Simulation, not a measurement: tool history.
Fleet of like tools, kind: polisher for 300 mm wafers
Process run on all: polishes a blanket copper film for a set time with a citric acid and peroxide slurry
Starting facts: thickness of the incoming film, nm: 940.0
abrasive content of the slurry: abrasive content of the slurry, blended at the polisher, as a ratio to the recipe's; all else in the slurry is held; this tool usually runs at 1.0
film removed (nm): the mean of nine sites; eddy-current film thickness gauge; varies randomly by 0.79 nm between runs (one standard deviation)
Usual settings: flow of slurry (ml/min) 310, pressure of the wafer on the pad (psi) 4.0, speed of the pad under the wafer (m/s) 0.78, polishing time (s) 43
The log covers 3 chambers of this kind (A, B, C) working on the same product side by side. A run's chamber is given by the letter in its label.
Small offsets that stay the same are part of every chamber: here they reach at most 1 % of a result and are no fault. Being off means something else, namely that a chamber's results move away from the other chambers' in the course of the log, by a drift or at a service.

run	hour	flow of slurry (ml/min)	pressure of the wafer on the pad (psi)	speed of the pad under the wafer (m/s)	abrasive content of the slurry	polishing time (s)	wafers polished on this pad	hours since the slurry nozzle was cleaned	hours since the head pressure was calibrated	hours since the slurry blender was calibrated	film removed (nm)
# hour 4.1: chamber C: slurry blender recalibrated
1A	12.9	310	4.0	0.78	1.0	43	759	332.1	109.8	508.9	104.520
# hour 18.9: chamber C: worn pad replaced by a new one
# hour 23.9: chamber A: slurry blender recalibrated
2B	25.3	310	4.0	0.78	1.0	43	863	144.5	1038.3	78.2	103.930
3C	40.4	310	4.0	0.78	1.0	43	335	286.5	488.1	36.4	103.740
# hour 43.9: chamber A: worn pad replaced by a new one
4A	48.9	310	4.0	0.78	1.0	43	78	368.1	145.8	25.0	106.100
5C	57.7	310	4.0	0.78	1.0	43	604	303.8	505.4	53.7	103.100
# hour 58.3: chamber B: worn pad replaced by a new one
6B	66.5	310	4.0	0.78	1.0	43	129	185.7	1079.5	119.4	103.480
7C	78.4	310	4.0	0.78	1.0	43	926	324.5	526.1	74.4	104.540
# hour 82.6: chamber C: worn pad replaced by a new one
8B	94.4	310	3.3	0.78	0.9	43	563	213.6	1107.4	147.3	83.045
9A	110.8	310	3.3	0.78	0.9	43	1042	430.0	207.7	86.9	84.101
10A	119.5	310	3.3	0.78	0.9	43	1177	438.7	216.4	95.6	84.456
# hour 126.1: chamber B: head pressure recalibrated
# hour 129.1: chamber A: worn pad replaced by a new one
11B	134.9	310	4.0	0.78	1.0	43	1193	254.1	8.9	187.8	92.850
12C	144.5	310	4.0	0.78	1.0	43	964	390.6	592.2	140.5	104.130
# hour 148.2: chamber C: worn pad replaced by a new one
13A	155.7	310	4.0	0.78	1.0	43	414	474.9	252.6	131.8	105.850
# hour 163.4: chamber B: worn pad replaced by a new one
14B	167.9	310	4.0	0.78	1.0	43	71	287.1	41.9	220.8	93.819
15C	182.4	310	4.0	0.78	1.0	43	533	428.5	630.1	178.4	104.360
# hour 187.6: chamber C: slurry nozzle cleaned
16B	197.7	310	2.9	0.58	1.0	43	535	316.9	71.7	250.6	50.940
17C	212.9	310	2.9	0.58	1.0	43	1007	25.3	660.6	208.9	56.410
# hour 214.4: chamber C: worn pad replaced by a new one
# hour 215.8: chamber A: worn pad replaced by a new one
18A	225.8	310	2.9	0.58	1.0	43	156	545.0	322.7	201.9	57.150
19B	233.3	310	4.0	0.78	1.0	43	1089	352.5	107.3	286.2	93.831
20A	241.7	310	4.0	0.78	1.0	43	404	560.9	338.6	217.8	104.100
# hour 249.6: chamber B: worn pad replaced by a new one
21C	253.8	310	4.0	0.78	1.0	43	613	66.2	701.5	249.8	103.440
22A	266.6	310	4.0	0.78	1.0	43	791	585.8	363.5	242.7	105.740
# hour 275.3: chamber C: worn pad replaced by a new one
23B	282.8	310	4.0	0.78	1.0	43	517	402.0	156.8	335.7	91.818
24C	290.8	310	4.0	0.78	1.0	43	241	103.2	738.5	286.8	103.310

What goes on in this fleet: one chamber off, a drifting gauge, or nothing beyond the chambers' own small offsets? Name the chamber and the cause, if any.

A service on chamber B put it out of line with the rest.
Likeliest cause: head's pressure below its setpoint, % = 9.94.

Here are 4 candidates for chamber B's next run, each the usual settings with a change, their results left as question marks. Which one brings its results back in line with what the others give on the usual settings?
In line means no further than this from the other chambers' mean on the usual settings: film removed (nm) 2.800
25B-1	302.6	310	3.8	0.74	1.00	43					?
25B-2	302.6	310	3.6	0.70	1.00	43					?
25B-3	302.6	315	4.9	0.78	1.05	43					?
25B-4	302.6	310	4.0	0.82	1.00	46					?

Mean of the other chambers on the usual settings: film removed (nm) 104.380
run	film removed (nm)
25B-1	84.255
25B-2	75.662
25B-3	115.480
25B-4	104.860
25B-4 brings the chamber back in line.

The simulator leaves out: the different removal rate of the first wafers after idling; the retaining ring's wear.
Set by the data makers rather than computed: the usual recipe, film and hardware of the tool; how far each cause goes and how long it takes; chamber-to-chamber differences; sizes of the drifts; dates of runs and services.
